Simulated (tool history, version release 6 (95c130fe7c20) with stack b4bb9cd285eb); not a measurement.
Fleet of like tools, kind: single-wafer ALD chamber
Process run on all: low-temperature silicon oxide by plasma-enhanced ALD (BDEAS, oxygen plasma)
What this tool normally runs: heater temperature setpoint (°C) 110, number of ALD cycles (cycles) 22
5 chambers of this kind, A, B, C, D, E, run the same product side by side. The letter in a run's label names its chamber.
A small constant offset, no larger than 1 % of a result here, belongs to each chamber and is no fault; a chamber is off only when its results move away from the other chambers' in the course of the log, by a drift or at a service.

run   hour  heater temperature setpoint (°C)  number of ALD cycles (cycles)  read-back reference wafer on the same gauge, thickness_nm  mean film thickness on the monitor wafer (angstrom)
 1A    6.6                               110                             22                                                     2.6810                                               31.024
 2C   13.3                               110                             22                                                     2.6814                                               30.925
 3B   17.8                               110                             22                                                     2.6820                                               30.602
 4D   23.2                               110                             22                                                     2.6821                                               30.659
 5E   30.0                               110                             22                                                     2.6825                                               30.950
 6E   37.6                               110                             22                                                     2.6823                                               31.044
 7B   43.2                               110                             22                                                     2.6831                                               30.742
 8D   48.6                               110                             22                                                     2.6844                                               30.721
 9C   52.6                               110                             22                                                     2.6852                                               30.932
10A   59.4                               110                             22                                                     2.6845                                               30.999
11B   66.0                               120                             26                                                     2.6861                                               35.637
12A   71.9                               120                             26                                                     2.6866                                               36.054
13E   76.0                               120                             26                                                     2.6855                                               35.990
14C   80.7                               120                             26                                                     2.6857                                               36.000
15D   87.2                               120                             26                                                     2.6875                                               35.702
16D   94.3                               110                             22                                                     2.6878                                               30.765
17C  101.8                               110                             26                                                     2.6889                                               36.737
18B  109.0                               110                             26                                                     2.6883                                               36.420
19A  116.1                               110                             26                                                     2.6900                                               36.795
20E  123.3                               110                             26                                                     2.6911                                               36.669
21A  128.6                               110                             26                                                     2.6900                                               36.682
22D  134.4                               110                             22                                                     2.6921                                               30.890
23E  140.2                               110                             25                                                     2.6911                                               35.322
24C  147.3                               110                             25                                                     2.6924                                               35.275
25B  152.1                               110                             25                                                     2.6943                                               34.961
26E  156.0                               110                             25                                                     2.6929                                               35.194
27D  162.2                               110                             25                                                     2.6933                                               34.975
28C  169.7                               110                             22                                                     2.6946                                               31.119
29B  176.4                               110                             22                                                     2.6939                                               30.755
30A  183.8                               110                             22                                                     2.6955                                               31.218
31B  189.1                               110                             22                                                     2.6950                                               30.851

Each of the 5 chambers runs these same settings next. Fill in every chamber's results:
32A  194.5                               124                             22                                                                                                               ?
32B  194.5                               124                             22                                                                                                               ?
32C  194.5                               124                             22                                                                                                               ?
32D  194.5                               124                             22                                                                                                               ?
32E  194.5                               124                             22                                                                                                               ?

run  mean film thickness on the monitor wafer (angstrom)
32A                                               30.419
32B                                               30.041
32C                                               30.301
32D                                               30.112
32E                                               30.278
